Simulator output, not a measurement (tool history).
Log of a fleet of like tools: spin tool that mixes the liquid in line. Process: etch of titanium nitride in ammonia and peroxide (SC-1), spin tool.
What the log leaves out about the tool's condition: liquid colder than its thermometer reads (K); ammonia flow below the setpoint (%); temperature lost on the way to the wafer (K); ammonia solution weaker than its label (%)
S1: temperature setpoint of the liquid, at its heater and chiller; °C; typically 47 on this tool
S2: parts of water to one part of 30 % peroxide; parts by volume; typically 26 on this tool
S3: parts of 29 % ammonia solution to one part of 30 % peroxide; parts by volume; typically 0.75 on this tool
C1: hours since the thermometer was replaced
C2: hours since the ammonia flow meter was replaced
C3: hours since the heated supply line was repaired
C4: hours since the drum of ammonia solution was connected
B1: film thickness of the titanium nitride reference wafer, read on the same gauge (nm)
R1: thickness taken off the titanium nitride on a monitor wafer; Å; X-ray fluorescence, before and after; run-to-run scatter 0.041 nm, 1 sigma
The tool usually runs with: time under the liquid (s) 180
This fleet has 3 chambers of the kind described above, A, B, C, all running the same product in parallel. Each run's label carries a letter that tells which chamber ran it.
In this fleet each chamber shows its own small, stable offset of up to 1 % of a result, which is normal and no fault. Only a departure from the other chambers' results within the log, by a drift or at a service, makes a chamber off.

Run 1B, day 0.388: usual settings; C1 1170.6; C2 170.8; C3 196.6; C4 843.7; B1 30.018. Result: R1 44.121 Å.
Run 2C, day 0.679: usual settings; C1 391.6; C2 1119.7; C3 150.6; C4 670.7; B1 29.973. Result: R1 44.356 Å.
Run 3A, day 0.958: usual settings; C1 111.2; C2 695.4; C3 562.7; C4 121.3; B1 30.032. Result: R1 43.824 Å.
Run 4A, day 1.375: usual settings; C1 121.2; C2 705.4; C3 572.7; C4 131.3; B1 30.037. Result: R1 44.995 Å.
Run 5B, day 1.775: usual settings; C1 1203.9; C2 204.1; C3 229.9; C4 877; B1 30.022. Result: R1 43.685 Å.
Run 6C, day 2.071: usual settings; C1 425; C2 1153.1; C3 184; C4 704.1; B1 29.973. Result: R1 43.297 Å.
Run 7C, day 2.433: usual settings; C1 433.7; C2 1161.8; C3 192.7; C4 712.8; B1 30.018. Result: R1 43.476 Å.
Run 8A, day 2.85: usual settings; C1 156.6; C2 740.8; C3 608.1; C4 166.7; B1 29.994. Result: R1 43.514 Å.
Run 9B, day 3.283: usual settings; C1 1240.1; C2 240.3; C3 266.1; C4 913.2; B1 30.014. Result: R1 43.821 Å.
Run 10C, day 3.8: usual settings; C1 466.5; C2 1194.6; C3 225.5; C4 745.6; B1 29.976. Result: R1 45.282 Å.
Run 11B, day 4.242: usual settings; C1 1263.1; C2 263.3; C3 289.1; C4 936.2; B1 29.993. Result: R1 44.285 Å.
Run 12A, day 4.8: usual settings; C1 203.4; C2 787.6; C3 654.9; C4 213.5; B1 29.993. Result: R1 43.679 Å.
Run 13B, day 5.204: usual settings; C1 1286.2; C2 286.4; C3 312.2; C4 959.3; B1 29.978. Result: R1 44.555 Å.
Run 14C, day 5.721: usual settings but S1 44 °C; C1 512.6; C2 1240.7; C3 271.6; C4 791.7; B1 29.962. Result: R1 35.593 Å.
Run 15A, day 6: usual settings but S1 44 °C; C1 232.2; C2 816.4; C3 683.7; C4 242.3; B1 29.982. Result: R1 34.321 Å.
Run 16A, day 6.392: usual settings but S1 44 °C; C1 241.6; C2 825.8; C3 693.1; C4 251.7; B1 30.005. Result: R1 33.951 Å.
Run 17B, day 6.854: usual settings; C1 1325.8; C2 326; C3 351.8; C4 998.9; B1 30.031. Result: R1 43.799 Å.
Run 18C, day 7.238: usual settings; C1 549; C2 1277.1; C3 308; C4 828.1; B1 30.02. Result: R1 44.208 Å.
Run 19A, day 7.538: usual settings; C1 269.1; C2 853.3; C3 720.6; C4 279.2; B1 29.999. Result: R1 42.366 Å.
Run 20C, day 8.004: usual settings; C1 567.4; C2 1295.5; C3 326.4; C4 846.5; B1 29.986. Result: R1 44.666 Å.
At day 8.408: chamber B: ammonia flow meter replaced.
Run 21B, day 8.467: usual settings; C1 1364.5; C2 1.5; C3 390.5; C4 1037.6; B1 30.017. Result: R1 44.07 Å.
Run 22C, day 8.738: usual settings but S3 0.6 parts by volume; C1 585; C2 1313.1; C3 344; C4 864.1; B1 29.976. Result: R1 41.793 Å.
Run 23A, day 9.033: usual settings but S3 0.6 parts by volume; C1 305; C2 889.2; C3 756.5; C4 315.1; B1 30.045. Result: R1 38.952 Å.
Run 24B, day 9.412: usual settings but S3 0.6 parts by volume; C1 1387.2; C2 24.2; C3 413.2; C4 1060.3; B1 30.012. Result: R1 41.643 Å.

Does one chamber stand apart from the rest, does the shared gauge drift, or is all well apart from small per-chamber offsets? Give the chamber and the most likely cause, where there is one.

Little by little, chamber A moves away from the other chambers.
What lies behind it: temperature lost on the way to the wafer (K) = 1.06.
It could be hard to tell apart here from: liquid colder than its thermometer reads (K).

Chamber A could run next with any of the 4 candidate recipes listed below; each alters the usual settings, and their results appear as question marks. Which one brings its results back in line with what the other chambers deliver on the usual settings?
Counts as in line when no further than this from what the other chambers average on the usual settings: R1 1.4 Å
Run 25A-1, day 9.812: usual settings but S1 45.5 °C, time under the liquid (s) 170. Result: R1 ?.
Run 25A-2, day 9.812: usual settings but S1 47.5 °C, S2 25.5 parts by volume, time under the liquid (s) 185. Result: R1 ?.
Run 25A-3, day 9.812: usual settings but S1 46 °C. Result: R1 ?.
Run 25A-4, day 9.812: usual settings but S1 48.5 °C, time under the liquid (s) 190. Result: R1 ?.

On the usual settings, the other chambers give on average: R1 44.006 Å
  run      R1
25A-1  34.735
25A-2  44.007
25A-3  38.127
25A-4  47.967
It is 25A-2 that realigns the chamber with its peers.
